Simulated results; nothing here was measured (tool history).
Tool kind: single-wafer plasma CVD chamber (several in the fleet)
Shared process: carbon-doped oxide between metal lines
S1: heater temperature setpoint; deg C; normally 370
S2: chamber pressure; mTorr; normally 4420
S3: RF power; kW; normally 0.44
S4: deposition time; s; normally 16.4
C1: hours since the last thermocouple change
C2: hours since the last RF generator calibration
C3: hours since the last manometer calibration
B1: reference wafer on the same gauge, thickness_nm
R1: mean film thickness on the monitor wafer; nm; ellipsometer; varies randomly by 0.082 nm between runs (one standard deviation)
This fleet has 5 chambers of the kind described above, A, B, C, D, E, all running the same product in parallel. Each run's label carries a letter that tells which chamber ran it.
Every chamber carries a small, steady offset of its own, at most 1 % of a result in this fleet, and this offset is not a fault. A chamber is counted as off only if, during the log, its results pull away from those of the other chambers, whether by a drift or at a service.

run	day	S1	S2	S3	S4	C1	C2	C3	B1	R1
1A	0.333	370	4420	0.44	16.4	1617.9	23.2	1407.8	85.605	72.771
2D	0.692	370	4420	0.44	16.4	1265.6	1184	2457.3	85.56	72.472
3C	0.996	370	4420	0.44	16.4	1075.8	2043.7	119.8	85.546	71.896
4E	1.275	370	4420	0.44	16.4	852.8	50.9	995.7	85.557	72.348
5B	1.558	370	4420	0.405	19.5	787.6	253.7	455.1	85.535	81.034
6D	1.842	370	4420	0.405	19.5	1293.2	1211.6	2484.9	85.512	81.044
7C	2.046	370	4420	0.405	19.5	1101	2068.9	145	85.508	80.065
8B	2.417	370	4420	0.405	19.5	808.2	274.3	475.7	85.491	80.946
9A	2.633	370	4420	0.405	19.5	1673.1	78.4	1463	85.482	81.057
10E	2.971	370	4420	0.44	16.4	893.5	91.6	1036.4	85.442	72.241
11C	3.292	370	4420	0.44	16.4	1130.9	2098.8	174.9	85.475	71.828
12A	3.546	380	4420	0.44	16.4	1695	100.3	1484.9	85.448	71.303
13E	3.788	380	4420	0.44	16.4	913.1	111.2	1056	85.413	70.658
14B	4.021	380	4420	0.44	16.4	846.7	312.8	514.2	85.423	70.955
15D	4.308	380	4420	0.44	16.4	1352.4	1270.8	2544.1	85.419	71.044
16B	4.5	380	4420	0.44	16.4	858.2	324.3	525.7	85.408	71.004
17E	4.708	370	4420	0.44	18.6	935.2	133.3	1078.1	85.405	81.664
18D	4.933	370	4420	0.44	18.6	1367.4	1285.8	2559.1	85.4	82.154
19A	5.283	370	4420	0.44	18.6	1736.7	142	1526.6	85.367	82.347
20C	5.7	370	4420	0.44	18.6	1188.7	2156.6	232.7	85.342	81.251
21A	5.942	370	4420	0.44	18.6	1752.5	157.8	1542.4	85.308	82.115
22D	6.138	370	4420	0.44	16.4	1396.3	1314.7	2588	85.305	72.485
23E	6.492	370	4420	0.44	16.4	978	176.1	1120.9	85.318	72.191
24C	6.754	370	4420	0.44	16.4	1214	2181.9	258	85.295	71.712
25B	7.171	370	4420	0.44	16.4	922.3	388.4	589.8	85.304	72.356
26C	7.454	370	4420	0.44	16.4	1230.8	2198.7	274.8	85.278	71.628
27A	7.638	370	4420	0.44	16.4	1793.2	198.5	1583.1	85.242	72.545
28E	7.838	370	4420	0.44	16.4	1010.3	208.4	1153.2	85.258	72.075
29B	8.025	370	4420	0.44	16.4	942.8	408.9	610.3	85.235	72.514
30D	8.221	370	4420	0.44	16.4	1446.3	1364.7	2638	85.209	72.432
31D	8.596	370	4420	0.48	14.3	1455.3	1373.7	2647	85.208	67.022

The same settings go to every chamber for the next run, one line per chamber below. Forecast the results for each:
32A	8.9	370	4420	0.44	16.4					?
32B	8.9	370	4420	0.44	16.4					?
32C	8.9	370	4420	0.44	16.4					?
32D	8.9	370	4420	0.44	16.4					?
32E	8.9	370	4420	0.44	16.4					?

run	R1
32A	72.359
32B	72.277
32C	71.414
32D	72.37
32E	72.175
